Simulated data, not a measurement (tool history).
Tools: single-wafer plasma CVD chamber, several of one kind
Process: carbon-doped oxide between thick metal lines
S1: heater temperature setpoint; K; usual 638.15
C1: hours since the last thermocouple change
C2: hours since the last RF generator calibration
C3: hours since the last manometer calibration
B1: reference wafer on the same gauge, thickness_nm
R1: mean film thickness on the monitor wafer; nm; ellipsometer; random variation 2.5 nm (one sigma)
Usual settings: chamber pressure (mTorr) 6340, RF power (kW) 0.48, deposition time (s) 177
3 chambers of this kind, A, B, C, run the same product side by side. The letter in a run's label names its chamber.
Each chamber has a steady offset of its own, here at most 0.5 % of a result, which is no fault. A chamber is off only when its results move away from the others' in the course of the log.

Run 1B, hour 6: usual settings; C1 2239.6; C2 259.8; C3 1370.6; B1 711.97. Result: R1 865.1 nm.
Run 2C, hour 14.4: usual settings; C1 2144.2; C2 1133.9; C3 1140; B1 712.25. Result: R1 862.22 nm.
Run 3A, hour 21.8: usual settings; C1 2416.8; C2 1023.1; C3 113.3; B1 711.24. Result: R1 865.58 nm.
Run 4C, hour 33.6: usual settings; C1 2163.4; C2 1153.1; C3 1159.2; B1 712.05. Result: R1 866.31 nm.
Run 5B, hour 42.7: usual settings; C1 2276.3; C2 296.5; C3 1407.3; B1 712.27. Result: R1 865.81 nm.
Run 6A, hour 51.7: usual settings; C1 2446.7; C2 1053; C3 143.2; B1 712.03. Result: R1 869.67 nm.
Run 7A, hour 60.2: usual settings; C1 2455.2; C2 1061.5; C3 151.7; B1 711.89. Result: R1 867.27 nm.
Run 8C, hour 67.7: usual settings; C1 2197.5; C2 1187.2; C3 1193.3; B1 712.32. Result: R1 867.69 nm.
Run 9B, hour 77.4: usual settings; C1 2311; C2 331.2; C3 1442; B1 712.32. Result: R1 863.08 nm.
Run 10B, hour 89.2: usual settings; C1 2322.8; C2 343; C3 1453.8; B1 712.04. Result: R1 864.7 nm.
Run 11A, hour 95.1: usual settings but S1 633.15 K; C1 2490.1; C2 1096.4; C3 186.6; B1 712.27. Result: R1 877.42 nm.
Run 12C, hour 101.9: usual settings but S1 633.15 K; C1 2231.7; C2 1221.4; C3 1227.5; B1 711.51. Result: R1 879.41 nm.
Run 13C, hour 111.3: usual settings but S1 633.15 K; C1 2241.1; C2 1230.8; C3 1236.9; B1 712.1. Result: R1 874.9 nm.
Run 14B, hour 122.5: usual settings; C1 2356.1; C2 376.3; C3 1487.1; B1 712.06. Result: R1 866.43 nm.
Run 15A, hour 131: usual settings but S1 648.15 K, deposition time (s) 195; C1 2526; C2 1132.3; C3 222.5; B1 711.99. Result: R1 933.51 nm.
At hour 131.3: chamber A: thermocouple changed; heater temperature recalibrated.
Run 16B, hour 137.7: usual settings but S1 648.15 K, deposition time (s) 195; C1 2371.3; C2 391.5; C3 1502.3; B1 712.35. Result: R1 932.85 nm.
Run 17A, hour 147.4: usual settings but S1 648.15 K, deposition time (s) 195; C1 16.1; C2 1148.7; C3 238.9; B1 711.23. Result: R1 931.04 nm.
Run 18C, hour 154: usual settings; C1 2283.8; C2 1273.5; C3 1279.6; B1 712.4. Result: R1 866.32 nm.
Run 19A, hour 159.3: usual settings; C1 28; C2 1160.6; C3 250.8; B1 712.14. Result: R1 865.67 nm.
Run 20B, hour 166.9: usual settings; C1 2400.5; C2 420.7; C3 1531.5; B1 712.58. Result: R1 863.39 nm.
Run 21C, hour 172.3: usual settings; C1 2302.1; C2 1291.8; C3 1297.9; B1 712.49. Result: R1 862.36 nm.
Run 22C, hour 178.1: usual settings; C1 2307.9; C2 1297.6; C3 1303.7; B1 711.9. Result: R1 867.02 nm.
Run 23B, hour 186.3: usual settings; C1 2419.9; C2 440.1; C3 1550.9; B1 712.18. Result: R1 864.29 nm.
Run 24A, hour 198.2: usual settings but RF power (kW) 0.55, deposition time (s) 152; C1 66.9; C2 1199.5; C3 289.7; B1 712.02. Result: R1 807.37 nm.
Run 25A, hour 208.2: usual settings but RF power (kW) 0.55, deposition time (s) 152; C1 76.9; C2 1209.5; C3 299.7; B1 712.08. Result: R1 808.35 nm.
Run 26B, hour 219: usual settings but RF power (kW) 0.55, deposition time (s) 152; C1 2452.6; C2 472.8; C3 1583.6; B1 712.14. Result: R1 807.39 nm.
Run 27C, hour 228.8: usual settings; C1 2358.6; C2 1348.3; C3 1354.4; B1 711.44. Result: R1 867.83 nm.
Run 28C, hour 239.4: usual settings; C1 2369.2; C2 1358.9; C3 1365; B1 712.2. Result: R1 863.07 nm.
At hour 243.3: chamber B: thermocouple changed; heater temperature recalibrated.
Run 29B, hour 249.8: usual settings; C1 6.6; C2 503.6; C3 1614.4; B1 712.21. Result: R1 867.74 nm.
Run 30A, hour 255.5: usual settings; C1 124.2; C2 1256.8; C3 347; B1 712.16. Result: R1 866.49 nm.

What goes on in this fleet: one chamber off, a drifting gauge, or nothing beyond the chambers' own small offsets? Name the chamber and the cause, if any.

No chamber stands off beyond its own small offset, and the gauge holds steady.
